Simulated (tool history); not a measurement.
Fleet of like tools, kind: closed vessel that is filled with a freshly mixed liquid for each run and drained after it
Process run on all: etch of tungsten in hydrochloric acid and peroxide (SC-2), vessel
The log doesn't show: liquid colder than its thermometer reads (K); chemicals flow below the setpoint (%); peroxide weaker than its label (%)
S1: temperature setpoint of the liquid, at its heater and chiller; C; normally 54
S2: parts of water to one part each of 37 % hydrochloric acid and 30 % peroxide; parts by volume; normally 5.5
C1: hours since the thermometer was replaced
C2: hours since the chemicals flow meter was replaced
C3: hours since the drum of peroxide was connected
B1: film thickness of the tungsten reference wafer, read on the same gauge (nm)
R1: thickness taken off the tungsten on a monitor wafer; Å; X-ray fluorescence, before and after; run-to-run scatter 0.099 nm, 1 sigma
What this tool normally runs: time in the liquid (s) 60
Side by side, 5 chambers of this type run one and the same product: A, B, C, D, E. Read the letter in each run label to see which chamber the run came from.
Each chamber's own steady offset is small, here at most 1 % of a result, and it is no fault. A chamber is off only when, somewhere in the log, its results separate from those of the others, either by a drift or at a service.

Run 1D, hour 8.1: usual settings; C1 889; C2 502.8; C3 781.2; B1 150. Result: R1 145 Å.
Run 2A, hour 14.8: usual settings; C1 215.3; C2 1213.9; C3 335.4; B1 149.99. Result: R1 146.99 Å.
Run 3C, hour 19.6: usual settings; C1 1180.8; C2 860.6; C3 1133.2; B1 149.99. Result: R1 146.51 Å.
At hour 26.3: chamber E: new drum of peroxide connected.
Run 4E, hour 26.6: usual settings; C1 265.5; C2 103.4; C3 0.4; B1 150.03. Result: R1 145.98 Å.
Run 5B, hour 34.8: usual settings; C1 1709.4; C2 1010.5; C3 481.7; B1 150.05. Result: R1 146.61 Å.
Run 6C, hour 39.3: usual settings but S1 63 C, time in the liquid (s) 80; C1 1200.5; C2 880.3; C3 1152.9; B1 149.99. Result: R1 340.48 Å.
Run 7D, hour 44.7: usual settings but S1 63 C, time in the liquid (s) 80; C1 925.6; C2 539.4; C3 817.8; B1 149.98. Result: R1 341.85 Å.
Run 8A, hour 50: usual settings but S1 63 C, time in the liquid (s) 80; C1 250.5; C2 1249.1; C3 370.6; B1 150.03. Result: R1 338.71 Å.
At hour 56.6: chamber D: chemicals flow meter replaced.
Run 9B, hour 58.1: usual settings but S1 63 C, time in the liquid (s) 80; C1 1732.7; C2 1033.8; C3 505; B1 149.96. Result: R1 343.11 Å.
Run 10E, hour 65: usual settings but S1 63 C, time in the liquid (s) 80; C1 303.9; C2 141.8; C3 38.8; B1 150. Result: R1 343.3 Å.
Run 11B, hour 71.9: usual settings but S1 50 C, time in the liquid (s) 80; C1 1746.5; C2 1047.6; C3 518.8; B1 149.98. Result: R1 150.43 Å.
Run 12E, hour 77.8: usual settings but S1 50 C, time in the liquid (s) 80; C1 316.7; C2 154.6; C3 51.6; B1 150.02. Result: R1 151.46 Å.
Run 13D, hour 81.5: usual settings but S1 50 C, time in the liquid (s) 80; C1 962.4; C2 25; C3 854.6; B1 150. Result: R1 151.41 Å.
Run 14C, hour 86: usual settings but S1 50 C, time in the liquid (s) 80; C1 1247.2; C2 927; C3 1199.6; B1 149.99. Result: R1 146.94 Å.
Run 15A, hour 90.3: usual settings but S1 50 C, time in the liquid (s) 80; C1 290.8; C2 1289.4; C3 410.9; B1 150.01. Result: R1 150.31 Å.
Run 16A, hour 95.6: usual settings; C1 296.1; C2 1294.7; C3 416.2; B1 150.01. Result: R1 145.61 Å.
Run 17E, hour 102.7: usual settings; C1 341.6; C2 179.5; C3 76.5; B1 149.97. Result: R1 147.82 Å.
Run 18C, hour 106.5: usual settings; C1 1267.7; C2 947.5; C3 1220.1; B1 150.02. Result: R1 146.53 Å.
Run 19D, hour 111.5: usual settings; C1 992.4; C2 55; C3 884.6; B1 149.97. Result: R1 148.11 Å.
Run 20B, hour 117.4: usual settings; C1 1792; C2 1093.1; C3 564.3; B1 150.01. Result: R1 146.79 Å.
Run 21B, hour 123.2: usual settings; C1 1797.8; C2 1098.9; C3 570.1; B1 149.99. Result: R1 146.16 Å.
Run 22D, hour 130.3: usual settings; C1 1011.2; C2 73.8; C3 903.4; B1 150.01. Result: R1 147.44 Å.
Run 23C, hour 134.9: usual settings but time in the liquid (s) 80; C1 1296.1; C2 975.9; C3 1248.5; B1 149.99. Result: R1 193.62 Å.
Run 24A, hour 143.1: usual settings but time in the liquid (s) 80; C1 343.6; C2 1342.2; C3 463.7; B1 150. Result: R1 193.78 Å.
Run 25E, hour 149: usual settings but time in the liquid (s) 80; C1 387.9; C2 225.8; C3 122.8; B1 150.04. Result: R1 194.94 Å.
Run 26C, hour 155.4: usual settings but time in the liquid (s) 80; C1 1316.6; C2 996.4; C3 1269; B1 150.04. Result: R1 193.29 Å.
Run 27A, hour 159.6: usual settings but time in the liquid (s) 80; C1 360.1; C2 1358.7; C3 480.2; B1 150. Result: R1 196.46 Å.
Run 28D, hour 163.4: usual settings; C1 1044.3; C2 106.9; C3 936.5; B1 150. Result: R1 146.46 Å.
Run 29E, hour 167.3: usual settings; C1 406.2; C2 244.1; C3 141.1; B1 150. Result: R1 147.48 Å.
Run 30B, hour 174.7: usual settings but S1 45.5 C, time in the liquid (s) 30; C1 1849.3; C2 1150.4; C3 621.6; B1 150.04. Result: R1 42.221 Å.
At hour 175.9: chamber B: new drum of peroxide connected.
Run 31D, hour 178.6: usual settings but S1 45.5 C, time in the liquid (s) 30; C1 1059.5; C2 122.1; C3 951.7; B1 149.94. Result: R1 42.116 Å.
Run 32A, hour 184.1: usual settings but S1 45.5 C, time in the liquid (s) 30; C1 384.6; C2 1383.2; C3 504.7; B1 150. Result: R1 42.394 Å.
Run 33C, hour 192.2: usual settings but S1 45.5 C, time in the liquid (s) 30; C1 1353.4; C2 1033.2; C3 1305.8; B1 150. Result: R1 41.394 Å.
Run 34B, hour 199.5: usual settings but S1 45.5 C, time in the liquid (s) 30; C1 1874.1; C2 1175.2; C3 23.7; B1 150. Result: R1 41.632 Å.
Run 35E, hour 206.6: usual settings; C1 445.5; C2 283.4; C3 180.4; B1 150.02. Result: R1 148.1 Å.
Run 36A, hour 213.8: usual settings; C1 414.3; C2 1412.9; C3 534.4; B1 149.98. Result: R1 145.74 Å.

What goes on in this fleet: one chamber off, a drifting gauge, or nothing beyond the chambers' own small offsets? Name the chamber and the cause, if any.

The fleet is healthy, with each chamber sitting at its usual small offset and no drift in the gauge.

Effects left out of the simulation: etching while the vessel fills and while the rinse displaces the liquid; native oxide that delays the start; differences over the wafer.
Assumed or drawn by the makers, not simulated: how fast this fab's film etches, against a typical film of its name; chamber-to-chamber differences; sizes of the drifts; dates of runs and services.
